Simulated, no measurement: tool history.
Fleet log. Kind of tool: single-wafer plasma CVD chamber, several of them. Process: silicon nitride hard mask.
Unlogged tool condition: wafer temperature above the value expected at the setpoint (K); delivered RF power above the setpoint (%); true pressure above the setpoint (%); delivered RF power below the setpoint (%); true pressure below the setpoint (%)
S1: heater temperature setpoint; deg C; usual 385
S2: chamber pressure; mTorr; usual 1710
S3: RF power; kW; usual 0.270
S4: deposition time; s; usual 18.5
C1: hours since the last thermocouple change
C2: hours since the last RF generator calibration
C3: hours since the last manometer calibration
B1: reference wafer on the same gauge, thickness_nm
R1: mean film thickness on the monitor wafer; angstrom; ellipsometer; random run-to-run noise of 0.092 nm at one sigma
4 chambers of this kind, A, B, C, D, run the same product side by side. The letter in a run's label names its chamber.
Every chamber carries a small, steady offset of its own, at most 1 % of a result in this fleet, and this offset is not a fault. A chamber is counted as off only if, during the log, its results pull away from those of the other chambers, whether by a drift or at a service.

| run | day | S1 | S2 | S3 | S4 | C1 | C2 | C3 | B1 | R1 |
|---|---|---|---|---|---|---|---|---|---|---|
| 1A | 0.350 | 385 | 1710 | 0.270 | 18.5 | 247.5 | 244.7 | 1345.7 | 17.599 | 202.93 |
| 2C | 0.529 | 385 | 1710 | 0.270 | 18.5 | 385.1 | 1049.5 | 1624.5 | 17.597 | 204.76 |
| 3D | 0.800 | 385 | 1710 | 0.270 | 18.5 | 517.9 | 596.9 | 609.3 | 17.605 | 203.02 |
| 4B | 1.092 | 385 | 1710 | 0.270 | 18.5 | 853.9 | 514.0 | 1981.7 | 17.589 | 201.85 |
| 5C | 1.246 | 385 | 1710 | 0.270 | 18.5 | 402.3 | 1066.7 | 1641.7 | 17.604 | 204.82 |
| 6B | 1.396 | 385 | 1710 | 0.270 | 20.5 | 861.2 | 521.3 | 1989.0 | 17.600 | 223.51 |
|  | 1.617 | chamber B: capacitance manometer re-zeroed and calibrated |
| 7D | 1.683 | 385 | 1710 | 0.270 | 20.5 | 539.1 | 618.1 | 630.5 | 17.592 | 226.72 |
| 8A | 1.892 | 385 | 1710 | 0.270 | 20.5 | 284.5 | 281.7 | 1382.7 | 17.609 | 222.53 |
| 9A | 2.138 | 385 | 1710 | 0.270 | 20.5 | 290.4 | 287.6 | 1388.6 | 17.605 | 224.43 |
| 10C | 2.400 | 385 | 1710 | 0.270 | 18.5 | 430.0 | 1094.4 | 1669.4 | 17.611 | 204.90 |
| 11B | 2.679 | 385 | 1710 | 0.270 | 18.5 | 892.0 | 552.1 | 25.6 | 17.591 | 201.88 |
| 12D | 2.867 | 385 | 1710 | 0.270 | 18.5 | 567.5 | 646.5 | 658.9 | 17.604 | 204.87 |
| 13D | 3.029 | 378 | 1710 | 0.270 | 15.8 | 571.4 | 650.4 | 662.8 | 17.603 | 175.87 |
| 14B | 3.200 | 378 | 1710 | 0.270 | 15.8 | 904.5 | 564.6 | 38.1 | 17.609 | 173.54 |
| 15A | 3.533 | 378 | 1710 | 0.270 | 15.8 | 323.9 | 321.1 | 1422.1 | 17.584 | 173.86 |
|  | 3.754 | chamber C: capacitance manometer re-zeroed and calibrated |
| 16C | 3.754 | 378 | 1710 | 0.270 | 15.8 | 462.5 | 1126.9 | 0.1 | 17.625 | 173.96 |
| 17A | 3.983 | 385 | 1710 | 0.270 | 18.5 | 334.7 | 331.9 | 1432.9 | 17.598 | 201.57 |
| 18B | 4.183 | 385 | 1710 | 0.270 | 18.5 | 928.1 | 588.2 | 61.7 | 17.582 | 199.85 |
| 19C | 4.471 | 385 | 2000 | 0.270 | 18.5 | 479.7 | 1144.1 | 17.3 | 17.601 | 215.44 |
| 20D | 4.812 | 385 | 2000 | 0.270 | 18.5 | 614.2 | 693.2 | 705.6 | 17.600 | 212.18 |
| 21B | 5.150 | 385 | 2000 | 0.270 | 18.5 | 951.3 | 611.4 | 84.9 | 17.614 | 207.11 |
| 22C | 5.388 | 385 | 2000 | 0.270 | 18.5 | 501.7 | 1166.1 | 39.3 | 17.611 | 213.89 |
| 23A | 5.654 | 385 | 1970 | 0.250 | 18.5 | 374.8 | 372.0 | 1473.0 | 17.599 | 200.70 |
| 24D | 5.967 | 385 | 1970 | 0.250 | 18.5 | 641.9 | 720.9 | 733.3 | 17.610 | 200.75 |
| 25B | 6.304 | 385 | 1970 | 0.250 | 18.5 | 979.0 | 639.1 | 112.6 | 17.583 | 193.26 |
| 26C | 6.525 | 385 | 1970 | 0.250 | 18.5 | 529.0 | 1193.4 | 66.6 | 17.603 | 202.55 |
| 27D | 6.783 | 385 | 1710 | 0.270 | 18.5 | 661.5 | 740.5 | 752.9 | 17.601 | 204.51 |
| 28A | 7.129 | 385 | 1710 | 0.270 | 18.5 | 410.2 | 407.4 | 1508.4 | 17.600 | 202.22 |
| 29B | 7.433 | 371 | 1980 | 0.270 | 18.5 | 1006.1 | 666.2 | 139.7 | 17.582 | 201.54 |
| 30C | 7.617 | 371 | 1980 | 0.270 | 18.5 | 555.2 | 1219.6 | 92.8 | 17.624 | 214.51 |
| 31A | 7.833 | 371 | 1980 | 0.270 | 18.5 | 427.1 | 424.3 | 1525.3 | 17.596 | 213.29 |
| 32D | 8.108 | 371 | 1980 | 0.270 | 18.5 | 693.3 | 772.3 | 784.7 | 17.612 | 214.46 |

What goes on in this fleet: one chamber off, a drifting gauge, or nothing beyond the chambers' own small offsets? Name the chamber and the cause, if any.

Little by little, chamber B moves away from the other chambers.
Likeliest cause: delivered RF power below the setpoint (%) = 8.23.

Which of the 4 candidates below, each the usual settings with something changed and its results left as question marks, puts chamber B back in line with what the other chambers give on the usual settings?
A result is in line if it is within this distance of the other chambers' mean on the usual settings: R1 3.20 angstrom
| 33B-1 | 8.358 | 385 | 1710 | 0.255 | 16.9 |  |  |  |  | ? |
| 33B-2 | 8.358 | 385 | 1390 | 0.270 | 18.5 |  |  |  |  | ? |
| 33B-3 | 8.358 | 385 | 1710 | 0.295 | 18.5 |  |  |  |  | ? |
| 33B-4 | 8.358 | 385 | 1880 | 0.310 | 18.5 |  |  |  |  | ? |

The other chambers' mean on the usual settings: R1 203.73 angstrom
| run | R1 |
|---|---|
| 33B-1 | 167.21 |
| 33B-2 | 179.07 |
| 33B-3 | 202.51 |
| 33B-4 | 215.08 |
It is 33B-3 that realigns the chamber with its peers.
